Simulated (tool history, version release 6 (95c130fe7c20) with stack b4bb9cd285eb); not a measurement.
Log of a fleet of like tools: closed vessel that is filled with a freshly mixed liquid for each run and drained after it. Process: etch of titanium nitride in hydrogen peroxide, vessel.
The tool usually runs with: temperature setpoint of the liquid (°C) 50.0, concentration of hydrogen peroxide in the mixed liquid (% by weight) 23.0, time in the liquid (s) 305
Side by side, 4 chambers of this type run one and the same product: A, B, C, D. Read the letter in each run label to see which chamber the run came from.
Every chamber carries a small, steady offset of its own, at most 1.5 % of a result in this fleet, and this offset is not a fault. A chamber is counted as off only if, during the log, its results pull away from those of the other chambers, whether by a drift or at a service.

run	day	temperature setpoint of the liquid (°C)	concentration of hydrogen peroxide in the mixed liquid (% by weight)	time in the liquid (s)	read-back film thickness of the titanium nitride reference wafer, read on the same gauge (nm)	thickness taken off the titanium nitride on a monitor wafer (Å)
1B	0.221	50.0	23.0	305	30.012	213.69
2D	0.425	50.0	23.0	305	30.029	217.93
3A	0.650	50.0	23.0	305	30.021	213.29
4C	0.871	50.0	23.0	305	30.012	214.43
5C	1.058	50.0	23.0	305	30.002	215.12
6B	1.171	50.0	23.0	305	29.991	215.30
7D	1.412	50.0	23.0	305	29.998	219.44
8A	1.554	50.0	23.0	305	30.014	213.20
9A	1.779	50.0	23.0	305	30.012	211.39
10C	1.900	50.0	23.0	305	30.010	213.08
11B	2.033	50.0	23.0	305	29.992	214.06
12D	2.271	50.0	23.0	305	30.002	216.88
13D	2.504	50.0	18.5	305	29.986	207.40
14C	2.675	50.0	18.5	305	30.039	202.72
15B	2.908	50.0	18.5	305	29.996	200.90
16A	3.133	50.0	18.5	305	29.990	202.16
17C	3.354	50.0	23.0	305	30.050	208.69
18A	3.467	58.5	21.0	305	30.035	384.61
19B	3.712	58.5	21.0	305	29.949	381.60
20D	3.904	58.5	21.0	305	30.014	384.34
21A	4.129	58.5	21.0	305	29.993	380.62
22B	4.254	50.0	23.0	305	29.979	213.62
23C	4.471	50.0	23.0	305	29.965	202.66
24D	4.667	50.0	23.0	305	29.959	216.94
25C	4.917	59.0	20.0	305	30.001	370.79
26A	5.042	59.0	20.0	305	30.010	395.71
27D	5.288	59.0	20.0	305	29.999	392.84
28B	5.450	59.0	20.0	305	29.981	394.98
29A	5.600	50.0	23.0	180	30.017	126.89
30D	5.721	50.0	23.0	180	29.993	128.82

One chamber off, gauge drift, or nothing amiss beyond the chambers' own small offsets? If it is a chamber, which one, and what is the likeliest cause?

Little by little, chamber C moves away from the other chambers.
Cause: liquid colder than its thermometer reads (K) = 0.942.

Which of the 4 candidates below, each the usual settings with something changed and its results left as question marks, puts chamber C back in line with what the other chambers give on the usual settings?
A result is in line if it is within this distance of the other chambers' mean on the usual settings: thickness taken off the titanium nitride on a monitor wafer (Å) 4.60
31C-1	5.900	49.5	23.0	295		?
31C-2	5.900	50.0	23.0	330		?
31C-3	5.900	49.5	23.0	305		?
31C-4	5.900	50.0	23.0	315		?

On the usual settings, the other chambers give on average: thickness taken off the titanium nitride on a monitor wafer (Å) 214.71
run	thickness taken off the titanium nitride on a monitor wafer (Å)
31C-1	186.59
31C-2	216.46
31C-3	192.92
31C-4	206.62
With 31C-2, the chamber falls back in line with the rest.
